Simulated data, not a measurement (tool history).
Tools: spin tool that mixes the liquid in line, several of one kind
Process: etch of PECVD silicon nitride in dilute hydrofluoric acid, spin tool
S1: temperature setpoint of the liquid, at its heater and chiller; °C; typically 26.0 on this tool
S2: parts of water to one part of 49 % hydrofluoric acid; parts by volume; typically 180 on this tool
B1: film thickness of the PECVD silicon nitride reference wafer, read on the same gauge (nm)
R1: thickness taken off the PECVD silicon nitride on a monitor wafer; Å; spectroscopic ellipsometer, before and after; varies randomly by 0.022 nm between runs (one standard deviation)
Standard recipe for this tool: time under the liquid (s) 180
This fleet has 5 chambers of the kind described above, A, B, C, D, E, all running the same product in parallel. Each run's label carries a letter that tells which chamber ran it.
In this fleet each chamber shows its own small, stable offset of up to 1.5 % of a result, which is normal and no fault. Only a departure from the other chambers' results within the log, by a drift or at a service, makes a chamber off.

{"run": "1A", "hour": 4.8, "S1": 26.0, "S2": 180, "time under the liquid (s)": 180, "B1": 99.952, "R1": 51.542}
{"run": "2B", "hour": 9.2, "S1": 26.0, "S2": 180, "time under the liquid (s)": 180, "B1": 99.974, "R1": 52.147}
{"run": "3D", "hour": 13.1, "S1": 26.0, "S2": 180, "time under the liquid (s)": 180, "B1": 99.959, "R1": 50.655}
{"run": "4C", "hour": 17.9, "S1": 26.0, "S2": 180, "time under the liquid (s)": 180, "B1": 100.02, "R1": 51.875}
{"run": "5E", "hour": 21.8, "S1": 26.0, "S2": 180, "time under the liquid (s)": 180, "B1": 99.99, "R1": 52.064}
{"run": "6D", "hour": 26.9, "S1": 26.0, "S2": 180, "time under the liquid (s)": 180, "B1": 99.974, "R1": 51.438}
{"run": "7C", "hour": 31.8, "S1": 26.0, "S2": 180, "time under the liquid (s)": 180, "B1": 99.995, "R1": 51.919}
{"run": "8E", "hour": 36.0, "S1": 26.0, "S2": 180, "time under the liquid (s)": 180, "B1": 100.01, "R1": 52.245}
{"run": "9B", "hour": 40.4, "S1": 26.0, "S2": 180, "time under the liquid (s)": 180, "B1": 99.968, "R1": 51.808}
{"run": "10A", "hour": 42.7, "S1": 22.0, "S2": 180, "time under the liquid (s)": 95, "B1": 99.999, "R1": 21.055}
{"run": "11C", "hour": 45.1, "S1": 22.0, "S2": 180, "time under the liquid (s)": 95, "B1": 99.995, "R1": 21.128}
{"run": "12B", "hour": 48.6, "S1": 22.0, "S2": 180, "time under the liquid (s)": 95, "B1": 99.994, "R1": 21.142}
{"run": "13D", "hour": 53.8, "S1": 22.0, "S2": 180, "time under the liquid (s)": 95, "B1": 99.991, "R1": 20.893}
{"run": "14A", "hour": 56.6, "S1": 22.0, "S2": 180, "time under the liquid (s)": 95, "B1": 99.997, "R1": 20.95}
{"run": "15E", "hour": 59.1, "S1": 26.0, "S2": 180, "time under the liquid (s)": 180, "B1": 100.02, "R1": 51.018}
{"run": "16C", "hour": 61.4, "S1": 26.0, "S2": 180, "time under the liquid (s)": 180, "B1": 99.988, "R1": 52.162}
{"run": "17B", "hour": 63.8, "S1": 26.0, "S2": 180, "time under the liquid (s)": 180, "B1": 100.01, "R1": 51.647}
{"run": "18E", "hour": 68.7, "S1": 26.0, "S2": 180, "time under the liquid (s)": 180, "B1": 99.998, "R1": 50.788}
{"run": "19D", "hour": 72.9, "S1": 26.0, "S2": 180, "time under the liquid (s)": 180, "B1": 100.0, "R1": 51.088}
{"run": "20A", "hour": 77.8, "S1": 26.0, "S2": 180, "time under the liquid (s)": 180, "B1": 100.0, "R1": 50.883}
{"run": "21B", "hour": 81.7, "S1": 26.0, "S2": 180, "time under the liquid (s)": 180, "B1": 99.982, "R1": 51.572}
{"run": "22E", "hour": 86.7, "S1": 26.0, "S2": 180, "time under the liquid (s)": 180, "B1": 99.992, "R1": 49.919}
{"run": "23A", "hour": 90.5, "S1": 26.0, "S2": 180, "time under the liquid (s)": 180, "B1": 100.01, "R1": 51.498}
{"run": "24D", "hour": 95.0, "S1": 26.0, "S2": 180, "time under the liquid (s)": 180, "B1": 99.968, "R1": 51.055}
{"hour": 96.7, "done": "chamber A: thermometer replaced"}
{"run": "25C", "hour": 99.2, "S1": 26.0, "S2": 180, "time under the liquid (s)": 180, "B1": 100.0, "R1": 51.706}
{"run": "26B", "hour": 101.5, "S1": 26.0, "S2": 180, "time under the liquid (s)": 180, "B1": 99.999, "R1": 51.746}
{"run": "27E", "hour": 105.6, "S1": 26.0, "S2": 180, "time under the liquid (s)": 180, "B1": 99.994, "R1": 50.141}
{"run": "28D", "hour": 108.3, "S1": 26.0, "S2": 180, "time under the liquid (s)": 180, "B1": 99.977, "R1": 50.849}
{"run": "29C", "hour": 112.9, "S1": 30.5, "S2": 230, "time under the liquid (s)": 180, "B1": 100.01, "R1": 53.188}
{"run": "30A", "hour": 116.3, "S1": 30.5, "S2": 230, "time under the liquid (s)": 180, "B1": 100.02, "R1": 52.619}
{"run": "31C", "hour": 121.4, "S1": 30.5, "S2": 230, "time under the liquid (s)": 180, "B1": 99.974, "R1": 53.353}
{"run": "32A", "hour": 124.6, "S1": 30.5, "S2": 230, "time under the liquid (s)": 180, "B1": 99.988, "R1": 53.246}

Is one chamber out of step, is the gauge drifting, or do the chambers differ by no more than their own small offsets? For an off chamber, give its letter and the likeliest cause.

Chamber E drifts away from the others.
What lies behind it: liquid colder than its thermometer reads (K) = 0.972.
With only this log, it may be confused with: hydrofluoric acid flow below the setpoint (%).

Which of the 4 candidates below, each the usual settings with something changed and its results left as question marks, puts chamber E back in line with what the other chambers give on the usual settings?
In-line tolerance around the mean of the other chambers on the usual settings: R1 0.780 Å
{"run": "33E-1", "hour": 128.4, "S1": 26.0, "S2": 190, "time under the liquid (s)": 180, "R1": "?"}
{"run": "33E-2", "hour": 128.4, "S1": 26.0, "S2": 185, "time under the liquid (s)": 180, "R1": "?"}
{"run": "33E-3", "hour": 128.4, "S1": 26.0, "S2": 180, "time under the liquid (s)": 185, "R1": "?"}
{"run": "33E-4", "hour": 128.4, "S1": 26.0, "S2": 180, "time under the liquid (s)": 190, "R1": "?"}

The other chambers' mean on the usual settings: R1 51.549 Å
run=33E-1 R1=46.590
run=33E-2 R1=47.823
run=33E-3 R1=50.490
run=33E-4 R1=51.855
33E-4 is the one that brings the chamber's results back in line with the other chambers.
